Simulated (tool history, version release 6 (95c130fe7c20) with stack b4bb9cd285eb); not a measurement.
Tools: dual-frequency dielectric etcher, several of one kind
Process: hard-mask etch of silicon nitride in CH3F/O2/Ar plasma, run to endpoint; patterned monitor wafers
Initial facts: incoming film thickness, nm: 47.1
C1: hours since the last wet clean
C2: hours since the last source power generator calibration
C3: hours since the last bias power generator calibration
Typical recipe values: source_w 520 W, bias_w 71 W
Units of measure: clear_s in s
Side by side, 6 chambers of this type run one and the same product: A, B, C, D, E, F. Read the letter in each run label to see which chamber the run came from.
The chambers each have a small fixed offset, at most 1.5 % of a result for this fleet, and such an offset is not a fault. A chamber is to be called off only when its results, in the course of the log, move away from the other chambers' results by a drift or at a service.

run 1B hour=3.6 | source_w=520 bias_w=71 | C1=379.4 C2=1137.4 C3=83.1 | clear_s=61.305
run 2F hour=6.9 | source_w=520 bias_w=71 | C1=314.7 C2=4653.9 C3=934.7 | clear_s=61.823
run 3A hour=10.9 | source_w=520 bias_w=71 | C1=479.2 C2=1887.8 C3=150.0 | clear_s=62.176
-- hour=14.6 chamber E: bias power generator calibrated
run 4D hour=15.2 | source_w=520 bias_w=71 | C1=450.8 C2=307.1 C3=1846.9 | clear_s=61.839
run 5C hour=17.3 | source_w=520 bias_w=71 | C1=422.1 C2=4119.9 C3=256.5 | clear_s=61.079
run 6E hour=20.5 | source_w=520 bias_w=71 | C1=182.2 C2=1707.4 C3=6.0 | clear_s=62.557
run 7A hour=23.4 | source_w=520 bias_w=71 | C1=491.7 C2=1900.3 C3=162.5 | clear_s=62.153
run 8D hour=26.1 | source_w=520 bias_w=71 | C1=461.7 C2=318.0 C3=1857.8 | clear_s=61.776
run 9B hour=28.2 | source_w=520 bias_w=71 | C1=404.0 C2=1162.0 C3=107.7 | clear_s=62.048
run 10C hour=32.0 | source_w=520 bias_w=71 | C1=436.8 C2=4134.6 C3=271.2 | clear_s=61.548
run 11F hour=34.5 | source_w=520 bias_w=71 | C1=342.3 C2=4681.5 C3=962.3 | clear_s=62.381
run 12E hour=37.1 | source_w=520 bias_w=71 | C1=198.8 C2=1724.0 C3=22.6 | clear_s=62.599
run 13E hour=39.7 | source_w=590 bias_w=77 | C1=201.4 C2=1726.6 C3=25.2 | clear_s=57.986
run 14C hour=43.8 | source_w=590 bias_w=77 | C1=448.6 C2=4146.4 C3=283.0 | clear_s=56.409
run 15D hour=46.6 | source_w=590 bias_w=77 | C1=482.2 C2=338.5 C3=1878.3 | clear_s=57.359
run 16B hour=50.8 | source_w=590 bias_w=77 | C1=426.6 C2=1184.6 C3=130.3 | clear_s=57.380
run 17A hour=54.2 | source_w=590 bias_w=77 | C1=522.5 C2=1931.1 C3=193.3 | clear_s=57.448
run 18F hour=57.8 | source_w=590 bias_w=77 | C1=365.6 C2=4704.8 C3=985.6 | clear_s=57.886
run 19A hour=62.1 | source_w=520 bias_w=71 | C1=530.4 C2=1939.0 C3=201.2 | clear_s=61.729
run 20E hour=64.4 | source_w=520 bias_w=71 | C1=226.1 C2=1751.3 C3=49.9 | clear_s=62.511
run 21C hour=67.5 | source_w=520 bias_w=71 | C1=472.3 C2=4170.1 C3=306.7 | clear_s=61.077
run 22B hour=70.7 | source_w=520 bias_w=71 | C1=446.5 C2=1204.5 C3=150.2 | clear_s=61.840
run 23F hour=75.0 | source_w=520 bias_w=71 | C1=382.8 C2=4722.0 C3=1002.8 | clear_s=62.362
run 24D hour=76.9 | source_w=450 bias_w=64 | C1=512.5 C2=368.8 C3=1908.6 | clear_s=67.337
run 25A hour=79.1 | source_w=450 bias_w=64 | C1=547.4 C2=1956.0 C3=218.2 | clear_s=67.455
-- hour=82.3 chamber C: wet clean of the chamber
run 26E hour=83.4 | source_w=450 bias_w=64 | C1=245.1 C2=1770.3 C3=68.9 | clear_s=68.341
run 27C hour=87.3 | source_w=450 bias_w=64 | C1=5.0 C2=4189.9 C3=326.5 | clear_s=66.821
run 28F hour=90.0 | source_w=450 bias_w=64 | C1=397.8 C2=4737.0 C3=1017.8 | clear_s=68.065
run 29D hour=92.8 | source_w=450 bias_w=64 | C1=528.4 C2=384.7 C3=1924.5 | clear_s=67.788
-- hour=93.0 chamber B: wet clean of the chamber
run 30B hour=95.4 | source_w=520 bias_w=71 | C1=2.5 C2=1229.2 C3=174.9 | clear_s=61.669
run 31F hour=98.9 | source_w=520 bias_w=71 | C1=406.7 C2=4745.9 C3=1026.7 | clear_s=62.531
run 32A hour=101.5 | source_w=520 bias_w=71 | C1=569.8 C2=1978.4 C3=240.6 | clear_s=61.751
run 33E hour=104.4 | source_w=520 bias_w=71 | C1=266.1 C2=1791.3 C3=89.9 | clear_s=62.489
run 34C hour=107.1 | source_w=520 bias_w=71 | C1=24.8 C2=4209.7 C3=346.3 | clear_s=60.790
run 35B hour=110.4 | source_w=520 bias_w=71 | C1=17.5 C2=1244.2 C3=189.9 | clear_s=61.901
run 36D hour=113.5 | source_w=520 bias_w=71 | C1=549.1 C2=405.4 C3=1945.2 | clear_s=62.057
run 37D hour=116.6 | source_w=520 bias_w=71 | C1=552.2 C2=408.5 C3=1948.3 | clear_s=62.433

Decide between three cases: one chamber stands off from its peers, the gauge reading all wafers drifts, or nothing is wrong past each chamber's small offset. Where a chamber is off, say which and what most likely put it there.

The fleet is healthy, with each chamber sitting at its usual small offset and no drift in the gauge.

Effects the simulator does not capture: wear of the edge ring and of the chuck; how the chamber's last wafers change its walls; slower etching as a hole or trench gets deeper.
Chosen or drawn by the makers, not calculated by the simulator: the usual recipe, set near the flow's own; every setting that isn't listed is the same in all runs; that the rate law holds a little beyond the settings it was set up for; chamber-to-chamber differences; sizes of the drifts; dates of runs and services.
